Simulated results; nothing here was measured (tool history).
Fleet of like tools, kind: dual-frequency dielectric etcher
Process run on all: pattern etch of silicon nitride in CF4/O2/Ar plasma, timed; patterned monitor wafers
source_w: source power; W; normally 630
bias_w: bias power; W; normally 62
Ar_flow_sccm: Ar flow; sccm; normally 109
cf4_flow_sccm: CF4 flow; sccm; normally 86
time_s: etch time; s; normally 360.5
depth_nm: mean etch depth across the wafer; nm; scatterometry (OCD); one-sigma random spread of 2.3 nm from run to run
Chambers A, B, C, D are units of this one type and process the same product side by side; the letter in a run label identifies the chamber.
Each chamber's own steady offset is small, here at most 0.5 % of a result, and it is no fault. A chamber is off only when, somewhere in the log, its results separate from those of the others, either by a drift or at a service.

run,hour,source_w,bias_w,Ar_flow_sccm,cf4_flow_sccm,time_s,"read-back reference wafer on the same gauge, depth_nm",depth_nm
1C,15.2,630,62,109,86,360.5,993.37,885.98
2A,27.8,630,62,109,86,360.5,993.17,882.37
3D,37.4,630,62,109,86,360.5,993.37,879.59
4B,49.5,630,62,109,86,360.5,993.16,885.2
5C,56.5,630,62,109,86,360.5,992.66,882.9
6D,64.9,630,62,109,86,360.5,992.82,882.86
7B,75.1,630,62,109,86,360.5,992.64,879.51
8A,87.8,630,62,109,86,360.5,993.16,881.98
9D,99.1,630,62,109,86,360.5,992.93,879.91
10B,106,630,62,109,86,360.5,993.02,882.12
11C,114.9,630,62,109,86,360.5,993.07,880.84
12A,130.4,630,62,109,86,360.5,992.58,881.16
13D,143.1,630,62,109,86,360.5,992.39,882.63
# hour 147.6: chamber B: source power generator calibrated
14B,153.6,630,62,109,86,360.5,993.56,887
15C,167.5,630,62,109,86,360.5,992.52,882.73
16A,183.3,630,62,109,86,438.5,993.28,1069
# hour 187.3: chamber D: bias power generator calibrated
17A,196.6,630,62,109,86,438.5,992.7,1072.7
18C,209,630,62,109,86,438.5,993.37,1077.1
19D,219,630,62,109,86,438.5,993.24,1073.3
20B,229.3,630,62,109,86,360.5,992.61,889.23
21D,237.6,630,62,109,86,360.5,992.98,882.8
# hour 244.2: chamber B: wet clean of the chamber
22C,249.6,630,62,109,86,360.5,992.76,886.9
23A,257.1,630,62,109,86,360.5,993.21,881.53
24B,269.7,630,62,123,67,360.5,993.32,846.56
25D,283.4,630,62,123,67,360.5,993.55,837.55
26A,296.8,630,62,123,67,360.5,992.75,838.37
# hour 312.2: chamber A: wet clean of the chamber
27B,312.4,630,62,123,67,360.5,992.93,851.11
# hour 314.9: chamber B: CF4 flow controller replaced
28C,321.3,630,62,109,86,360.5,992.98,888.08
29B,335,630,62,109,86,360.5,993.15,894.94
# hour 336.9: chamber C: wet clean of the chamber
# hour 342.8: chamber D: wet clean of the chamber
30A,347.9,630,62,109,86,360.5,993.04,879.84
31D,354.7,630,62,109,86,360.5,993.19,876.85
32C,364.2,630,62,109,86,360.5,993.72,888.27
33C,376.6,630,62,109,86,360.5,993.17,885.95

Is one chamber out of step, is the gauge drifting, or do the chambers differ by no more than their own small offsets? For an off chamber, give its letter and the likeliest cause.

One chamber, B, drifts off from the rest bit by bit.
What lies behind it: bias power that arrives over what is set, % = 4.36.

Here are 4 candidates for chamber B's next run, each the usual settings with a change, their results left as question marks. Which one brings its results back in line with what the others give on the usual settings?
Allowed miss from the other chambers' usual-settings mean, per result, to count as in line: depth_nm 8 nm
34B-1,388,630,62,109,86,356,,?
34B-2,388,630,61,109,86,350.5,,?
34B-3,388,640,62,109,86,367.5,,?
34B-4,388,630,64,109,87,360.5,,?

The mean the other chambers reach with the usual settings: depth_nm 882.4 nm
run,depth_nm
34B-1,884.25
34B-2,864.97
34B-3,925.33
34B-4,908.16
34B-1 is the one that brings the chamber's results back in line with the other chambers.
